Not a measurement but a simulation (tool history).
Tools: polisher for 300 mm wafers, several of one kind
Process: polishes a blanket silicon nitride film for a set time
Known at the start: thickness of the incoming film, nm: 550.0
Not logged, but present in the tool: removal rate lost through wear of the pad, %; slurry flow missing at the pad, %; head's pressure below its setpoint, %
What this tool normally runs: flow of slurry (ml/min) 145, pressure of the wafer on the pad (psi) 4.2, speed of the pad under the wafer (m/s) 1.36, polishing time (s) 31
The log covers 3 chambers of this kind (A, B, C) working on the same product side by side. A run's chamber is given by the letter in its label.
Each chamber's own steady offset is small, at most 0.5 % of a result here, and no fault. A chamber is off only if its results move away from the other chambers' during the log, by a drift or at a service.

run	hour	flow of slurry (ml/min)	pressure of the wafer on the pad (psi)	speed of the pad under the wafer (m/s)	polishing time (s)	wafers polished on this pad	hours since the slurry nozzle was cleaned	hours since the head pressure was calibrated	film removed (Å)
1A	11.6	145	4.2	1.36	31	330	562.9	446.2	785.72
2C	20.6	145	4.2	1.36	31	456	114.8	327.9	786.59
3B	33.2	145	4.2	1.36	31	1131	281.7	374.8	785.06
4B	42.2	145	4.2	1.36	31	1224	290.7	383.8	790.97
# hour 49.6: chamber B: worn pad replaced by a new one
5C	51.1	145	4.2	1.36	31	774	145.3	358.4	791.56
6A	58	145	4.2	1.36	31	813	609.3	492.6	784.66
# hour 62.3: chamber C: worn pad replaced by a new one
7A	70	145	4.2	1.36	31	938	621.3	504.6	795.19
# hour 72.9: chamber A: worn pad replaced by a new one
8C	78.7	145	4.2	1.36	31	171	172.9	386	789.81
9B	88	145	4.7	1.82	31	399	336.5	429.6	1094
# hour 97.9: chamber B: head pressure recalibrated
10B	98.4	145	4.7	1.82	31	508	346.9	0.6	1122
11C	104.2	145	4.7	1.82	31	437	198.4	411.5	1110.9
12A	111.9	145	4.2	1.36	31	406	663.2	546.5	786.15
13C	120.7	145	4.2	1.36	31	609	214.9	428	789.61
14A	129.1	100	3	1.36	31	585	680.4	563.7	525.73
15B	137.7	100	3	1.36	31	917	386.2	39.9	518.69
16C	148.4	100	3	1.36	31	897	242.6	455.7	517.56
17B	158.4	145	4.2	1.36	31	1133	406.9	60.6	792.76
18A	165.5	145	4.2	1.36	31	964	716.8	600.1	777.83
# hour 166.6: chamber A: head pressure recalibrated
# hour 173.5: chamber C: worn pad replaced by a new one
19B	177.7	145	4.2	1.36	31	1334	426.2	79.9	785.18
# hour 180.4: chamber B: slurry nozzle cleaned
# hour 185.4: chamber B: worn pad replaced by a new one
# hour 189.2: chamber A: worn pad replaced by a new one
20A	189.8	145	4.2	1.36	31	7	741.1	23.3	746.94
21C	201.2	145	4.2	1.36	31	288	295.4	508.5	796.62
22B	206.7	145	4.2	1.36	31	222	26.4	108.9	777.52
23C	216.7	145	4.2	1.36	31	450	310.9	524	793.24
24A	224.9	145	4.2	1.36	31	372	776.2	58.4	740.81
25C	234.3	145	4.2	1.36	31	633	328.5	541.6	782.91
26B	245	145	4.2	1.36	31	621	64.7	147.2	783.29
27A	250.7	145	4.2	1.36	31	641	802	84.2	752.4
# hour 250.9: chamber C: slurry nozzle cleaned
28C	260.5	145	4.2	1.68	31	906	9.6	567.8	933.2
29B	266.7	145	4.2	1.68	31	847	86.4	168.9	930.16
# hour 270.3: chamber A: slurry nozzle cleaned
30A	272.4	145	4.2	1.68	31	867	2.2	105.9	874.79
31C	278.4	145	4.2	1.36	31	1092	27.5	585.7	785.1
# hour 290.2: chamber A: worn pad replaced by a new one
32B	290.8	145	4.2	1.36	31	1098	110.5	193	790.02
33A	299.6	145	4.2	1.36	31	98	29.4	133.1	751.89

Each of the 3 chambers runs these same settings next. Fill in every chamber's results:
34A	308.6	145	4.2	1.36	31				?
34B	308.6	145	4.2	1.36	31				?
34C	308.6	145	4.2	1.36	31				?

run	film removed (Å)
34A	755.57
34B	792.25
34C	786.78

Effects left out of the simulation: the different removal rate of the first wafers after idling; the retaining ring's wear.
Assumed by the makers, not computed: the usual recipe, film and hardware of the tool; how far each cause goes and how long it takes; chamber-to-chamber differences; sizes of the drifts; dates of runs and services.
